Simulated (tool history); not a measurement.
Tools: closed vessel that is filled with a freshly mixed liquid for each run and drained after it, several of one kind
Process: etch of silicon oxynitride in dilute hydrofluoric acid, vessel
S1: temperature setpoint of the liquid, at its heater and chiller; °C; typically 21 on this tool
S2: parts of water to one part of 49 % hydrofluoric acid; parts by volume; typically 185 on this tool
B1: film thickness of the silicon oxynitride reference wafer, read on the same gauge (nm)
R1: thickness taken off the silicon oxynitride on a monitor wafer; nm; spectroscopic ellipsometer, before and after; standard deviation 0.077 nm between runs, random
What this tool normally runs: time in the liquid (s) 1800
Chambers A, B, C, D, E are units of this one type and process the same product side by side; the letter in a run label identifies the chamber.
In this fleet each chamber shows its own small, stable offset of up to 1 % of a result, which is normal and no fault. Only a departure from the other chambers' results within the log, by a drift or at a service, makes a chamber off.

Run 1A, hour 8.1: usual settings; B1 49.97. Result: R1 13.055 nm.
Run 2D, hour 14.9: usual settings; B1 49.951. Result: R1 13.087 nm.
Run 3C, hour 24.5: usual settings; B1 50.011. Result: R1 12.954 nm.
Run 4B, hour 35.5: usual settings; B1 50.009. Result: R1 13.001 nm.
Run 5E, hour 42.4: usual settings; B1 49.996. Result: R1 13.023 nm.
At hour 48.3: chamber E: hydrofluoric acid flow meter replaced.
Run 6D, hour 54.5: usual settings; B1 50.019. Result: R1 13.03 nm.
Run 7A, hour 67.5: usual settings; B1 50.021. Result: R1 13.124 nm.
Run 8B, hour 75.8: usual settings; B1 50.025. Result: R1 13.062 nm.
Run 9C, hour 88.2: usual settings; B1 50.015. Result: R1 13.074 nm.
Run 10E, hour 95.6: usual settings; B1 49.935. Result: R1 12.992 nm.
Run 11B, hour 108.2: usual settings; B1 50.005. Result: R1 13.133 nm.
Run 12D, hour 117.5: usual settings; B1 49.993. Result: R1 12.992 nm.
Run 13A, hour 132.3: usual settings but S1 17 °C, S2 240 parts by volume; B1 50.039. Result: R1 8.0283 nm.
Run 14C, hour 146.8: usual settings but S1 17 °C, S2 240 parts by volume; B1 50.014. Result: R1 8.0306 nm.
Run 15E, hour 158.7: usual settings but S1 17 °C, S2 240 parts by volume; B1 50.03. Result: R1 8.0612 nm.
Run 16B, hour 168.5: usual settings but S1 17 °C, S2 240 parts by volume; B1 50.027. Result: R1 8.1415 nm.
Run 17E, hour 182: usual settings but S1 17 °C, S2 240 parts by volume; B1 50.031. Result: R1 7.9841 nm.
Run 18A, hour 191.4: usual settings but time in the liquid (s) 1255; B1 49.988. Result: R1 9.1112 nm.
Run 19D, hour 204: usual settings but time in the liquid (s) 1255; B1 49.987. Result: R1 9.0866 nm.
Run 20C, hour 210.8: usual settings but time in the liquid (s) 1255; B1 49.995. Result: R1 9.0357 nm.
Run 21D, hour 225: usual settings but time in the liquid (s) 1255; B1 49.986. Result: R1 9.0257 nm.
Run 22B, hour 234.6: usual settings but time in the liquid (s) 1255; B1 49.97. Result: R1 9.3399 nm.
Run 23C, hour 243.5: usual settings; B1 50.002. Result: R1 12.852 nm.
Run 24E, hour 256.7: usual settings; B1 49.971. Result: R1 12.99 nm.
At hour 258.5: chamber D: hydrofluoric acid flow meter replaced.
Run 25A, hour 267.1: usual settings; B1 50.006. Result: R1 13.191 nm.
Run 26B, hour 276.2: usual settings; B1 49.976. Result: R1 13.513 nm.
At hour 278.3: chamber B: hydrofluoric acid flow meter replaced.
Run 27C, hour 288.9: usual settings; B1 50.023. Result: R1 12.86 nm.
Run 28E, hour 302.4: usual settings; B1 50.01. Result: R1 13.015 nm.
Run 29A, hour 316.2: usual settings; B1 49.985. Result: R1 13.094 nm.
Run 30D, hour 327.1: usual settings but S2 110 parts by volume; B1 49.948. Result: R1 23.536 nm.
At hour 330.7: chamber A: thermometer replaced.
Run 31B, hour 339.1: usual settings but S2 110 parts by volume; B1 50.019. Result: R1 23.835 nm.
Run 32D, hour 350.4: usual settings but S2 110 parts by volume; B1 50.022. Result: R1 23.388 nm.
Run 33C, hour 362.7: usual settings but S2 110 parts by volume; B1 49.996. Result: R1 22.945 nm.
Run 34A, hour 369.7: usual settings but S2 110 parts by volume; B1 50.006. Result: R1 23.088 nm.
Run 35E, hour 380.8: usual settings but S1 19 °C, S2 235 parts by volume; B1 49.998. Result: R1 9.0409 nm.
Run 36B, hour 388.6: usual settings but S1 19 °C, S2 235 parts by volume; B1 50.003. Result: R1 9.5193 nm.
Run 37E, hour 397.9: usual settings but S1 19 °C, S2 235 parts by volume; B1 49.976. Result: R1 9.0839 nm.
Run 38C, hour 407.2: usual settings but S1 19 °C, S2 235 parts by volume; B1 49.988. Result: R1 8.981 nm.
Run 39D, hour 419.8: usual settings but S1 19 °C, S2 235 parts by volume; B1 49.98. Result: R1 9.0768 nm.
Run 40A, hour 432.6: usual settings but time in the liquid (s) 755; B1 49.991. Result: R1 5.4663 nm.
Run 41C, hour 443.1: usual settings but time in the liquid (s) 755; B1 50.019. Result: R1 5.4048 nm.

Is one chamber out of step, is the gauge drifting, or do the chambers differ by no more than their own small offsets? For an off chamber, give its letter and the likeliest cause.

Little by little, chamber B moves away from the other chambers.
Likeliest cause: liquid hotter than its thermometer reads (K) = 1.27.

Chamber B could run next with any of the 4 candidate recipes listed below; each alters the usual settings, and their results appear as question marks. Which one brings its results back in line with what the other chambers deliver on the usual settings?
A result is in line if it is within this distance of the other chambers' mean on the usual settings: R1 0.27 nm
Run 42B-1, hour 453.8: usual settings but S2 170 parts by volume. Result: R1 ?.
Run 42B-2, hour 453.8: usual settings but time in the liquid (s) 1620. Result: R1 ?.
Run 42B-3, hour 453.8: usual settings but S2 175 parts by volume. Result: R1 ?.
Run 42B-4, hour 453.8: usual settings but S2 195 parts by volume. Result: R1 ?.

On the usual settings, the other chambers give on average: R1 12.987 nm
  run      R1
42B-1  15.198
42B-2  12.445
42B-3  14.714
42B-4  13.033
With 42B-4, the chamber falls back in line with the rest.
